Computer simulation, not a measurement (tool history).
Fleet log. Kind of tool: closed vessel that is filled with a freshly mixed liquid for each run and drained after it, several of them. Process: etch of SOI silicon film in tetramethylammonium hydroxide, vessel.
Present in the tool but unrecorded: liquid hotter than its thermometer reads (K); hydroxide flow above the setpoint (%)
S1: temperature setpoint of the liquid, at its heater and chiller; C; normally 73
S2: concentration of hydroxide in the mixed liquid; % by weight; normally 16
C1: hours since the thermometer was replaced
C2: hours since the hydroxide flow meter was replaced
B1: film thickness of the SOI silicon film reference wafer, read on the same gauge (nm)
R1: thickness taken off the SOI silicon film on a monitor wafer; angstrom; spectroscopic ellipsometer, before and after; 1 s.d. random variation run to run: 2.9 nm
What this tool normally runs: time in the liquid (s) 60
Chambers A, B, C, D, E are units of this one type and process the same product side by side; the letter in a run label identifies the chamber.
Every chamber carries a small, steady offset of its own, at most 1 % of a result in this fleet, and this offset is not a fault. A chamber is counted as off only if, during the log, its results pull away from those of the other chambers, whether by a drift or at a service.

{"run": "1C", "hour": 9.0, "S1": 73, "S2": 16, "time in the liquid (s)": 60, "C1": 1177.3, "C2": 705.7, "B1": 110.03, "R1": 4055.5}
{"run": "2A", "hour": 23.9, "S1": 73, "S2": 16, "time in the liquid (s)": 60, "C1": 380.4, "C2": 921.5, "B1": 109.98, "R1": 4065.5}
{"run": "3B", "hour": 33.8, "S1": 73, "S2": 16, "time in the liquid (s)": 60, "C1": 195.6, "C2": 211, "B1": 110, "R1": 4118.6}
{"run": "4D", "hour": 45.4, "S1": 73, "S2": 16, "time in the liquid (s)": 60, "C1": 77.3, "C2": 882.3, "B1": 109.99, "R1": 3991.6}
{"run": "5E", "hour": 53.9, "S1": 73, "S2": 16, "time in the liquid (s)": 60, "C1": 997.1, "C2": 832.8, "B1": 110.03, "R1": 4036.9}
{"run": "6B", "hour": 61.1, "S1": 73, "S2": 16, "time in the liquid (s)": 60, "C1": 222.9, "C2": 238.3, "B1": 110.01, "R1": 4057.9}
{"run": "7A", "hour": 70.0, "S1": 73, "S2": 16, "time in the liquid (s)": 60, "C1": 426.5, "C2": 967.6, "B1": 109.98, "R1": 4022.8}
{"run": "8D", "hour": 77.6, "S1": 73, "S2": 16, "time in the liquid (s)": 60, "C1": 109.5, "C2": 914.5, "B1": 109.99, "R1": 3975.2}
{"run": "9C", "hour": 89.3, "S1": 73, "S2": 16, "time in the liquid (s)": 60, "C1": 1257.6, "C2": 786, "B1": 110.01, "R1": 4124.7}
{"run": "10E", "hour": 96.3, "S1": 73, "S2": 16, "time in the liquid (s)": 60, "C1": 1039.5, "C2": 875.2, "B1": 110, "R1": 4026.6}
{"run": "11B", "hour": 110.3, "S1": 73, "S2": 16, "time in the liquid (s)": 60, "C1": 272.1, "C2": 287.5, "B1": 110, "R1": 4058.2}
{"run": "12D", "hour": 124.8, "S1": 73, "S2": 16, "time in the liquid (s)": 60, "C1": 156.7, "C2": 961.7, "B1": 109.96, "R1": 4020.2}
{"run": "13A", "hour": 137.0, "S1": 73, "S2": 16, "time in the liquid (s)": 60, "C1": 493.5, "C2": 1034.6, "B1": 110.01, "R1": 4034.9}
{"run": "14C", "hour": 151.4, "S1": 73, "S2": 16, "time in the liquid (s)": 60, "C1": 1319.7, "C2": 848.1, "B1": 110, "R1": 4156.1}
{"run": "15E", "hour": 162.9, "S1": 78.5, "S2": 16, "time in the liquid (s)": 75, "C1": 1106.1, "C2": 941.8, "B1": 110.03, "R1": 6775.4}
{"run": "16A", "hour": 177.9, "S1": 78.5, "S2": 16, "time in the liquid (s)": 75, "C1": 534.4, "C2": 1075.5, "B1": 109.99, "R1": 6831.6}
{"run": "17D", "hour": 186.1, "S1": 78.5, "S2": 16, "time in the liquid (s)": 75, "C1": 218, "C2": 1023, "B1": 110, "R1": 6796.1}
{"run": "18C", "hour": 195.9, "S1": 78.5, "S2": 16, "time in the liquid (s)": 75, "C1": 1364.2, "C2": 892.6, "B1": 110, "R1": 7092.7}
{"run": "19E", "hour": 209.0, "S1": 78.5, "S2": 16, "time in the liquid (s)": 75, "C1": 1152.2, "C2": 987.9, "B1": 109.98, "R1": 6861.2}
{"run": "20B", "hour": 218.0, "S1": 73, "S2": 16, "time in the liquid (s)": 60, "C1": 379.8, "C2": 395.2, "B1": 110.02, "R1": 4061.4}
{"run": "21B", "hour": 227.8, "S1": 73, "S2": 16, "time in the liquid (s)": 60, "C1": 389.6, "C2": 405, "B1": 110.01, "R1": 4090.4}
{"run": "22C", "hour": 239.9, "S1": 73, "S2": 16, "time in the liquid (s)": 60, "C1": 1408.2, "C2": 936.6, "B1": 109.98, "R1": 4189.6}
{"run": "23A", "hour": 253.3, "S1": 73, "S2": 16, "time in the liquid (s)": 60, "C1": 609.8, "C2": 1150.9, "B1": 110, "R1": 3999.9}
{"run": "24E", "hour": 263.1, "S1": 73, "S2": 16, "time in the liquid (s)": 60, "C1": 1206.3, "C2": 1042, "B1": 110.02, "R1": 4043}
{"run": "25D", "hour": 274.3, "S1": 73, "S2": 16, "time in the liquid (s)": 60, "C1": 306.2, "C2": 1111.2, "B1": 110, "R1": 4056.1}
{"run": "26D", "hour": 289.6, "S1": 73, "S2": 16, "time in the liquid (s)": 60, "C1": 321.5, "C2": 1126.5, "B1": 109.99, "R1": 4013.8}
{"hour": 293.2, "done": "chamber A: hydroxide flow meter replaced"}
{"hour": 294.9, "done": "chamber A: thermometer replaced"}
{"run": "27A", "hour": 299.7, "S1": 73, "S2": 16, "time in the liquid (s)": 60, "C1": 4.8, "C2": 6.5, "B1": 109.98, "R1": 3987.3}
{"run": "28C", "hour": 309.1, "S1": 73, "S2": 16, "time in the liquid (s)": 60, "C1": 1477.4, "C2": 1005.8, "B1": 109.99, "R1": 4212.8}
{"run": "29B", "hour": 322.5, "S1": 73, "S2": 16, "time in the liquid (s)": 60, "C1": 484.3, "C2": 499.7, "B1": 109.97, "R1": 4002.2}
{"run": "30E", "hour": 330.3, "S1": 73, "S2": 16, "time in the liquid (s)": 60, "C1": 1273.5, "C2": 1109.2, "B1": 109.96, "R1": 4069.7}
{"run": "31C", "hour": 345.4, "S1": 73, "S2": 16, "time in the liquid (s)": 60, "C1": 1513.7, "C2": 1042.1, "B1": 109.99, "R1": 4238.9}
{"run": "32A", "hour": 353.7, "S1": 73, "S2": 16, "time in the liquid (s)": 60, "C1": 58.8, "C2": 60.5, "B1": 110.02, "R1": 4055.7}
{"hour": 358.1, "done": "chamber B: hydroxide flow meter replaced"}
{"run": "33D", "hour": 365.5, "S1": 80.5, "S2": 16, "time in the liquid (s)": 60, "C1": 397.4, "C2": 1202.4, "B1": 110, "R1": 6164.8}
{"run": "34E", "hour": 374.2, "S1": 80.5, "S2": 16, "time in the liquid (s)": 60, "C1": 1317.4, "C2": 1153.1, "B1": 110, "R1": 6085.3}
{"run": "35B", "hour": 386.5, "S1": 80.5, "S2": 16, "time in the liquid (s)": 60, "C1": 548.3, "C2": 28.5, "B1": 110.04, "R1": 6199.9}
{"run": "36B", "hour": 395.3, "S1": 80.5, "S2": 16, "time in the liquid (s)": 60, "C1": 557.1, "C2": 37.3, "B1": 110.03, "R1": 6148.3}
{"run": "37A", "hour": 405.3, "S1": 80.5, "S2": 16, "time in the liquid (s)": 60, "C1": 110.4, "C2": 112.1, "B1": 110.03, "R1": 6069.6}
{"run": "38C", "hour": 415.7, "S1": 73, "S2": 16, "time in the liquid (s)": 60, "C1": 1584, "C2": 1112.4, "B1": 109.99, "R1": 4199}
{"run": "39E", "hour": 425.9, "S1": 73, "S2": 16, "time in the liquid (s)": 60, "C1": 1369.1, "C2": 1204.8, "B1": 110.01, "R1": 3997.2}
{"run": "40D", "hour": 433.4, "S1": 73, "S2": 16, "time in the liquid (s)": 60, "C1": 465.3, "C2": 1270.3, "B1": 110.02, "R1": 4008}

Is one chamber off against the others, does the gauge drift, or is nothing wrong? If a chamber is off, say which, and what the likeliest cause is.

One chamber, C, drifts off from the rest bit by bit.
Cause: liquid hotter than its thermometer reads (K) = 1.06.
Not necessarily distinguishable in this log from: hydroxide flow below the setpoint (%).

Chamber C could run next with any of the 4 candidate recipes listed below; each alters the usual settings, and their results appear as question marks. Which one brings its results back in line with what the other chambers deliver on the usual settings?
In line here means within this much of the mean the other chambers give on the usual settings: R1 100 angstrom
{"run": "41C-1", "hour": 444.4, "S1": 74, "S2": 16, "time in the liquid (s)": 60, "R1": "?"}
{"run": "41C-2", "hour": 444.4, "S1": 72.5, "S2": 16, "time in the liquid (s)": 55, "R1": "?"}
{"run": "41C-3", "hour": 444.4, "S1": 72, "S2": 16, "time in the liquid (s)": 60, "R1": "?"}
{"run": "41C-4", "hour": 444.4, "S1": 75, "S2": 16, "time in the liquid (s)": 60, "R1": "?"}

Other chambers, usual settings, mean: R1 4029 angstrom
run=41C-1 R1=4601.7
run=41C-2 R1=3866.6
run=41C-3 R1=4096.1
run=41C-4 R1=4873.6
41C-3 brings the chamber back in line.

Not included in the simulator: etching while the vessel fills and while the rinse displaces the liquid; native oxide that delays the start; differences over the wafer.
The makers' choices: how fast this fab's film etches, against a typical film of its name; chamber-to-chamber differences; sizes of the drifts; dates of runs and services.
